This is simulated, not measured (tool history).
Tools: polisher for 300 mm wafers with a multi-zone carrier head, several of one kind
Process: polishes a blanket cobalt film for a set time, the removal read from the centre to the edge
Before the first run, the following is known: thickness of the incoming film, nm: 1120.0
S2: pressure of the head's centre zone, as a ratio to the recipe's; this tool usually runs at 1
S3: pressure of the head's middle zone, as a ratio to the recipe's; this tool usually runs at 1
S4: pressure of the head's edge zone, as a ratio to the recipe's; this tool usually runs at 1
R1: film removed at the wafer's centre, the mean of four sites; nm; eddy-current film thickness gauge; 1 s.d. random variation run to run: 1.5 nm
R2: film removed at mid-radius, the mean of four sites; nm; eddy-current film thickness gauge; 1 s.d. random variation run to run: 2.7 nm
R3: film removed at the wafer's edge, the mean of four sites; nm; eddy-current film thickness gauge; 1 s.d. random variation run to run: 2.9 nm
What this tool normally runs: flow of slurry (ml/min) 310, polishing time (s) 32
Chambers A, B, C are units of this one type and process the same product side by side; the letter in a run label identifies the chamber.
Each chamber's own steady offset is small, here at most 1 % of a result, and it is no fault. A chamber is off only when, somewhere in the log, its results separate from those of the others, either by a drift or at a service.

-- hour=2.7 chamber B: worn pad replaced by a new one
run 1C hour=3.5 | flow_of_slurry_(ml/min)=310 S2=1 S3=1 S4=1 polishing_time_(s)=32 | R1=219.23 R2=220.53 R3=218.03
-- hour=7.6 chamber A: centre zone pressure recalibrated
run 2A hour=8.4 | flow_of_slurry_(ml/min)=310 S2=1 S3=1 S4=1 polishing_time_(s)=32 | R1=218.59 R2=219.49 R3=218.25
run 3B hour=13.6 | flow_of_slurry_(ml/min)=310 S2=1 S3=1 S4=1 polishing_time_(s)=32 | R1=217.45 R2=217.27 R3=222.61
run 4B hour=17.4 | flow_of_slurry_(ml/min)=310 S2=1 S3=1 S4=1 polishing_time_(s)=32 | R1=220.01 R2=223.82 R3=220.03
run 5C hour=21.3 | flow_of_slurry_(ml/min)=310 S2=1 S3=1 S4=1 polishing_time_(s)=32 | R1=218.04 R2=216.68 R3=220.26
run 6A hour=25.4 | flow_of_slurry_(ml/min)=310 S2=1 S3=1 S4=1.09 polishing_time_(s)=37 | R1=256.1 R2=249.2 R3=266.67
run 7B hour=30.9 | flow_of_slurry_(ml/min)=310 S2=1 S3=1 S4=1.09 polishing_time_(s)=37 | R1=254.25 R2=257.76 R3=268.21
run 8C hour=33.6 | flow_of_slurry_(ml/min)=310 S2=1 S3=1 S4=1.09 polishing_time_(s)=37 | R1=251.48 R2=247.72 R3=267.74
-- hour=35.2 chamber A: worn pad replaced by a new one
run 9A hour=36.5 | flow_of_slurry_(ml/min)=310 S2=1 S3=1 S4=1 polishing_time_(s)=32 | R1=218.55 R2=216.47 R3=223.67
run 10B hour=40.2 | flow_of_slurry_(ml/min)=310 S2=1 S3=1 S4=1 polishing_time_(s)=32 | R1=220.48 R2=221.36 R3=221.56
-- hour=43.7 chamber B: slurry nozzle cleaned
run 11A hour=46 | flow_of_slurry_(ml/min)=310 S2=1 S3=1 S4=1 polishing_time_(s)=32 | R1=219.12 R2=218.91 R3=213.53
run 12C hour=49.7 | flow_of_slurry_(ml/min)=310 S2=1 S3=1 S4=1 polishing_time_(s)=32 | R1=221.03 R2=215.44 R3=225.01
run 13B hour=55 | flow_of_slurry_(ml/min)=310 S2=1 S3=1 S4=1 polishing_time_(s)=32 | R1=219.39 R2=219.29 R3=216.82
run 14C hour=60.7 | flow_of_slurry_(ml/min)=310 S2=1 S3=1 S4=1 polishing_time_(s)=32 | R1=215.03 R2=212.91 R3=217.11
-- hour=63.3 chamber C: worn pad replaced by a new one
run 15A hour=64.2 | flow_of_slurry_(ml/min)=310 S2=1 S3=1 S4=1 polishing_time_(s)=32 | R1=219.64 R2=223.74 R3=226.71
-- hour=64.3 chamber C: centre zone pressure recalibrated
run 16C hour=69.4 | flow_of_slurry_(ml/min)=310 S2=1 S3=1 S4=1 polishing_time_(s)=32 | R1=197.66 R2=220.12 R3=223.04
run 17B hour=75.2 | flow_of_slurry_(ml/min)=310 S2=1 S3=1 S4=1 polishing_time_(s)=32 | R1=221.28 R2=216.52 R3=218.18
run 18A hour=81 | flow_of_slurry_(ml/min)=310 S2=1 S3=1 S4=1 polishing_time_(s)=32 | R1=217.76 R2=222.35 R3=216.51
-- hour=81.1 chamber B: worn pad replaced by a new one
run 19A hour=83.8 | flow_of_slurry_(ml/min)=310 S2=1 S3=1 S4=1 polishing_time_(s)=32 | R1=220.67 R2=219.29 R3=222.87
run 20B hour=88.5 | flow_of_slurry_(ml/min)=310 S2=1 S3=1 S4=1 polishing_time_(s)=32 | R1=220.37 R2=218.13 R3=220.14
run 21C hour=92.8 | flow_of_slurry_(ml/min)=310 S2=1 S3=1 S4=1 polishing_time_(s)=32 | R1=197.9 R2=216.76 R3=222.44
-- hour=96 chamber B: centre zone pressure recalibrated
run 22C hour=97.6 | flow_of_slurry_(ml/min)=310 S2=1 S3=1 S4=1 polishing_time_(s)=32 | R1=196.18 R2=217.03 R3=224.95
run 23B hour=102.8 | flow_of_slurry_(ml/min)=310 S2=1 S3=1 S4=1 polishing_time_(s)=32 | R1=219.54 R2=216.07 R3=220.1
run 24A hour=107 | flow_of_slurry_(ml/min)=310 S2=1 S3=1 S4=1 polishing_time_(s)=32 | R1=219.34 R2=214.18 R3=222.2
run 25B hour=111 | flow_of_slurry_(ml/min)=310 S2=1.06 S3=1 S4=0.96 polishing_time_(s)=32 | R1=236.98 R2=217.32 R3=217.17
run 26A hour=113.8 | flow_of_slurry_(ml/min)=310 S2=1.06 S3=1 S4=0.96 polishing_time_(s)=32 | R1=236.43 R2=221.17 R3=215.22
run 27C hour=118.9 | flow_of_slurry_(ml/min)=310 S2=1.06 S3=1 S4=0.96 polishing_time_(s)=32 | R1=212.21 R2=223.1 R3=215.49

Decide between three cases: one chamber stands off from its peers, the gauge reading all wafers drifts, or nothing is wrong past each chamber's small offset. Where a chamber is off, say which and what most likely put it there.

A service on chamber C put it out of line with the rest.
Cause: centre zone's pressure below its setpoint, % = 8.44.

Below are 4 candidate recipes for chamber C's next run, each the usual settings with a change, their results shown as question marks. Which of them brings C's results back in line with what the other chambers give on the usual settings?
In line means no further than this from the other chambers' mean on the usual settings: R1 5.4 nm; R2 9.3 nm; R3 10 nm
run 28C-1 hour=123.2 | flow_of_slurry_(ml/min)=315 S2=1.04 S3=1 S4=0.98 polishing_time_(s)=32 | R1=? R2=? R3=?
run 28C-2 hour=123.2 | flow_of_slurry_(ml/min)=305 S2=0.96 S3=1 S4=1.02 polishing_time_(s)=32 | R1=? R2=? R3=?
run 28C-3 hour=123.2 | flow_of_slurry_(ml/min)=315 S2=1.09 S3=0.99 S4=0.96 polishing_time_(s)=32 | R1=? R2=? R3=?
run 28C-4 hour=123.2 | flow_of_slurry_(ml/min)=305 S2=0.91 S3=1.01 S4=1.04 polishing_time_(s)=32 | R1=? R2=? R3=?

Usual-settings mean across the other chambers: R1 219.7 nm; R2 219.06 nm; R3 219 nm
run=28C-1 R1=207.53 R2=220.94 R3=220.65
run=28C-2 R1=189.42 R2=220.35 R3=224.86
run=28C-3 R1=218.45 R2=218.89 R3=218.31
run=28C-4 R1=178.54 R2=222.39 R3=227.18
It is 28C-3 that realigns the chamber with its peers.
